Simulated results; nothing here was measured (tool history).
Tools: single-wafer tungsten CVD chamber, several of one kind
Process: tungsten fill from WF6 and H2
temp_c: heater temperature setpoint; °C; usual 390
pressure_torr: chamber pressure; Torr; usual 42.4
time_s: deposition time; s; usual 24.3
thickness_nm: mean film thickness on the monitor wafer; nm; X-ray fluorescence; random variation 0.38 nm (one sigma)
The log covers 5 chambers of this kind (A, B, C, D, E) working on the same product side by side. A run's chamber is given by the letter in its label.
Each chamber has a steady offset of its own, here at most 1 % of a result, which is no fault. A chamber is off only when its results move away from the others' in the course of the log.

run	day	temp_c	pressure_torr	time_s	hours since the last thermocouple change	hours since the last manometer calibration	read-back reference wafer on the same gauge, thickness_nm	thickness_nm
1B	0.221	390	42.4	24.3	831.4	1772.3	62.325	68.185
2A	0.362	390	42.4	24.3	278.9	63.9	62.270	68.927
3E	0.604	390	42.4	24.3	1354.1	864.8	62.421	69.263
4D	0.762	390	42.4	24.3	2554.8	950.0	62.351	69.763
5C	1.025	390	42.4	24.3	2199.5	459.9	62.272	68.501
6B	1.271	390	42.4	24.3	856.6	1797.5	62.368	68.341
7E	1.492	390	42.4	24.3	1375.4	886.1	62.295	69.236
8C	1.738	390	42.4	27.3	2216.6	477.0	62.389	77.545
9A	1.967	390	42.4	27.3	317.4	102.4	62.236	77.754
10D	2.188	390	42.4	27.3	2589.0	984.2	62.342	78.057
11D	2.412	390	42.4	27.3	2594.4	989.6	62.296	77.910
12A	2.621	390	42.4	27.3	333.1	118.1	62.230	77.789
13E	2.858	390	42.4	24.3	1408.2	918.9	62.346	69.282
14B	2.996	390	47.2	28.8	898.0	1838.9	62.382	84.651
15C	3.225	390	47.2	28.8	2252.3	512.7	62.352	86.716
16E	3.438	390	47.2	28.8	1422.1	932.8	62.316	85.704
17D	3.592	390	47.2	28.8	2622.7	1017.9	62.292	87.197
18A	3.846	390	47.2	28.8	362.5	147.5	62.185	85.718
19B	4.067	390	42.4	24.3	923.7	1864.6	62.341	68.497
# day 4.225: chamber D: thermocouple changed; heater temperature recalibrated
20C	4.238	390	42.4	24.3	2276.6	537.0	62.283	68.613
21C	4.458	390	42.4	24.3	2281.9	542.3	62.340	68.933
# day 4.525: chamber E: thermocouple changed; heater temperature recalibrated
22E	4.642	390	42.4	24.3	2.8	961.7	62.308	69.672
23B	4.767	390	42.4	24.3	940.5	1881.4	62.338	67.828
24D	4.925	390	42.4	24.3	16.8	1049.9	62.289	75.281
25A	5.121	390	42.4	24.3	393.1	178.1	62.349	69.053
26A	5.329	390	42.4	24.3	398.1	183.1	62.365	69.309
27D	5.596	390	42.4	24.3	32.9	1066.0	62.380	75.293
28C	5.829	390	42.4	24.3	2314.8	575.2	62.226	69.129
29B	5.950	390	34.9	21.7	968.9	1909.8	62.289	56.018
30E	6.100	390	34.9	21.7	37.8	996.7	62.239	56.059
31A	6.271	390	34.9	21.7	420.7	205.7	62.333	55.817
32C	6.396	390	34.9	21.7	2328.4	588.8	62.262	56.565
33B	6.550	390	34.9	21.7	983.3	1924.2	62.300	56.195
34E	6.746	390	42.4	24.3	53.3	1012.2	62.320	69.599
35D	6.875	390	42.4	24.3	63.6	1096.7	62.309	75.459
# day 6.950: chamber B: thermocouple changed; heater temperature recalibrated
36B	7.096	390	42.4	24.3	3.5	1937.3	62.281	68.697
37D	7.317	390	42.4	24.3	74.2	1107.3	62.295	74.938
38E	7.562	379	36.0	24.3	72.9	1031.8	62.201	51.537
39A	7.796	379	36.0	24.3	457.3	242.3	62.245	50.998
40C	8.033	379	36.0	24.3	2367.7	628.1	62.282	51.251
41C	8.250	379	36.0	24.3	2372.9	633.3	62.214	51.135
42B	8.500	379	36.0	24.3	37.2	1971.0	62.282	51.368
43E	8.762	390	42.4	24.3	101.7	1060.6	62.379	69.440
44D	9.012	390	42.4	24.3	114.9	1148.0	62.299	74.998

One chamber off, gauge drift, or nothing amiss beyond the chambers' own small offsets? If it is a chamber, which one, and what is the likeliest cause?

The work done on chamber D during a service left it standing apart from the others.
Cause: wafer temperature above the value expected at the setpoint (K) = 3.89.

Here are 4 candidates for chamber D's next run, each the usual settings with a change, their results left as question marks. Which one brings its results back in line with what the others give on the usual settings?
In line here means within this much of the mean the other chambers give on the usual settings: thickness_nm 1.300 nm
45D-1	9.208	386	42.4	24.3				?
45D-2	9.208	396	44.0	25.6				?
45D-3	9.208	393	43.2	24.9				?
45D-4	9.208	390	38.7	21.3				?

Other chambers, usual settings, mean: thickness_nm 68.845 nm
run	thickness_nm
45D-1	69.192
45D-2	89.641
45D-3	81.721
45D-4	62.709
Change 45D-1 lands the chamber within the allowed miss of the other chambers.
